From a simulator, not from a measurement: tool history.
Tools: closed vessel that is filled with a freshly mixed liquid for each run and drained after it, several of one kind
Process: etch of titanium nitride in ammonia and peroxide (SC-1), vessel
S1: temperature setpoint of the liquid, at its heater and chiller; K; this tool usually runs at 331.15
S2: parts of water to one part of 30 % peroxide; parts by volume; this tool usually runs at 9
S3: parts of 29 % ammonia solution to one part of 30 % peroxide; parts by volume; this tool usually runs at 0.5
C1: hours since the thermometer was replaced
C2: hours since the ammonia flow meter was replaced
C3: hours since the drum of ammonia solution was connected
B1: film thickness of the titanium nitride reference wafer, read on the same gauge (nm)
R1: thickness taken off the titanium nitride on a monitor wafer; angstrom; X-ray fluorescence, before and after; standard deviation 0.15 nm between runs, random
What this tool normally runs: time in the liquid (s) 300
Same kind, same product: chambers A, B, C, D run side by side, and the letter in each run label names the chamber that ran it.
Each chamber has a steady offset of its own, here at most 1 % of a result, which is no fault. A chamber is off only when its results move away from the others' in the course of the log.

Run 1B, day 0.304: usual settings; C1 257; C2 302; C3 215.2; B1 29.999. Result: R1 343.17 angstrom.
Run 2D, day 0.746: usual settings; C1 2547.7; C2 235; C3 20.2; B1 30.01. Result: R1 339.74 angstrom.
Run 3C, day 0.983: usual settings; C1 1315.5; C2 273; C3 226.1; B1 30.018. Result: R1 339.76 angstrom.
Run 4A, day 1.304: usual settings; C1 1555.5; C2 1474.8; C3 80.1; B1 30. Result: R1 336.31 angstrom.
Run 5D, day 1.604: usual settings; C1 2568.3; C2 255.6; C3 40.8; B1 29.993. Result: R1 341.89 angstrom.
Run 6A, day 2.033: usual settings; C1 1573; C2 1492.3; C3 97.6; B1 30.017. Result: R1 339.4 angstrom.
At day 2.121: chamber C: new drum of ammonia solution connected.
Run 7C, day 2.496: usual settings; C1 1351.8; C2 309.3; C3 9.1; B1 30.011. Result: R1 340.66 angstrom.
Run 8B, day 2.733: usual settings but S2 13.5 parts by volume; C1 315.3; C2 360.3; C3 273.5; B1 30.002. Result: R1 276.17 angstrom.
Run 9C, day 2.95: usual settings but S2 13.5 parts by volume; C1 1362.7; C2 320.2; C3 20; B1 30.011. Result: R1 275.27 angstrom.
Run 10B, day 3.25: usual settings but S2 13.5 parts by volume; C1 327.7; C2 372.7; C3 285.9; B1 29.998. Result: R1 273.64 angstrom.
Run 11D, day 3.612: usual settings but S2 13.5 parts by volume; C1 2616.5; C2 303.8; C3 89; B1 29.998. Result: R1 271.47 angstrom.
Run 12A, day 3.854: usual settings; C1 1616.7; C2 1536; C3 141.3; B1 29.997. Result: R1 334.19 angstrom.
Run 13B, day 4.304: usual settings; C1 353; C2 398; C3 311.2; B1 29.98. Result: R1 335.55 angstrom.
Run 14D, day 4.721: usual settings; C1 2643.1; C2 330.4; C3 115.6; B1 30.01. Result: R1 339.59 angstrom.
Run 15A, day 5.142: usual settings; C1 1647.6; C2 1566.9; C3 172.2; B1 30.01. Result: R1 337.42 angstrom.
Run 16C, day 5.488: usual settings but time in the liquid (s) 155; C1 1423.6; C2 381.1; C3 80.9; B1 29.972. Result: R1 175.31 angstrom.
Run 17C, day 5.838: usual settings but time in the liquid (s) 155; C1 1432; C2 389.5; C3 89.3; B1 29.993. Result: R1 175.92 angstrom.
Run 18A, day 6.288: usual settings but time in the liquid (s) 155; C1 1675.1; C2 1594.4; C3 199.7; B1 30.019. Result: R1 175.43 angstrom.
Run 19D, day 6.512: usual settings but time in the liquid (s) 155; C1 2686.1; C2 373.4; C3 158.6; B1 29.99. Result: R1 175.25 angstrom.
Run 20B, day 6.858: usual settings; C1 414.3; C2 459.3; C3 372.5; B1 29.985. Result: R1 329.88 angstrom.
Run 21D, day 7.304: usual settings but S3 0.7 parts by volume; C1 2705.1; C2 392.4; C3 177.6; B1 29.988. Result: R1 357.65 angstrom.
Run 22C, day 7.708: usual settings but S3 0.7 parts by volume; C1 1476.9; C2 434.4; C3 134.2; B1 30.005. Result: R1 357.24 angstrom.
At day 7.921: chamber D: new drum of ammonia solution connected.
Run 23A, day 7.95: usual settings but S3 0.7 parts by volume; C1 1715; C2 1634.3; C3 239.6; B1 30.004. Result: R1 356.78 angstrom.
Run 24B, day 8.212: usual settings but S3 0.7 parts by volume; C1 446.8; C2 491.8; C3 405; B1 29.99. Result: R1 344.66 angstrom.
Run 25D, day 8.642: usual settings; C1 2737.2; C2 424.5; C3 17.3; B1 29.984. Result: R1 338.29 angstrom.
Run 26B, day 8.929: usual settings but S1 327.65 K, S3 0.4 parts by volume; C1 464; C2 509; C3 422.2; B1 30.006. Result: R1 248.17 angstrom.

Is one chamber out of step, is the gauge drifting, or do the chambers differ by no more than their own small offsets? For an off chamber, give its letter and the likeliest cause.

Chamber B drifts away from the others.
Most likely cause: liquid colder than its thermometer reads (K) = 0.801.

Chamber B could run next with any of the 4 candidate recipes listed below; each alters the usual settings, and their results appear as question marks. Which one brings its results back in line with what the other chambers deliver on the usual settings?
Allowed miss from the other chambers' usual-settings mean, per result, to count as in line: R1 5.2 angstrom
Run 27B-1, day 9.267: usual settings but S1 332.65 K. Result: R1 ?.
Run 27B-2, day 9.267: usual settings but S1 331.65 K, time in the liquid (s) 305. Result: R1 ?.
Run 27B-3, day 9.267: usual settings but S1 330.65 K, time in the liquid (s) 295. Result: R1 ?.
Run 27B-4, day 9.267: usual settings but time in the liquid (s) 270. Result: R1 ?.

The other chambers' mean on the usual settings: R1 339.32 angstrom
  run      R1
27B-1  357.92
27B-2  340.78
27B-3  308.76
27B-4  291.99
With 27B-2, the chamber falls back in line with the rest.

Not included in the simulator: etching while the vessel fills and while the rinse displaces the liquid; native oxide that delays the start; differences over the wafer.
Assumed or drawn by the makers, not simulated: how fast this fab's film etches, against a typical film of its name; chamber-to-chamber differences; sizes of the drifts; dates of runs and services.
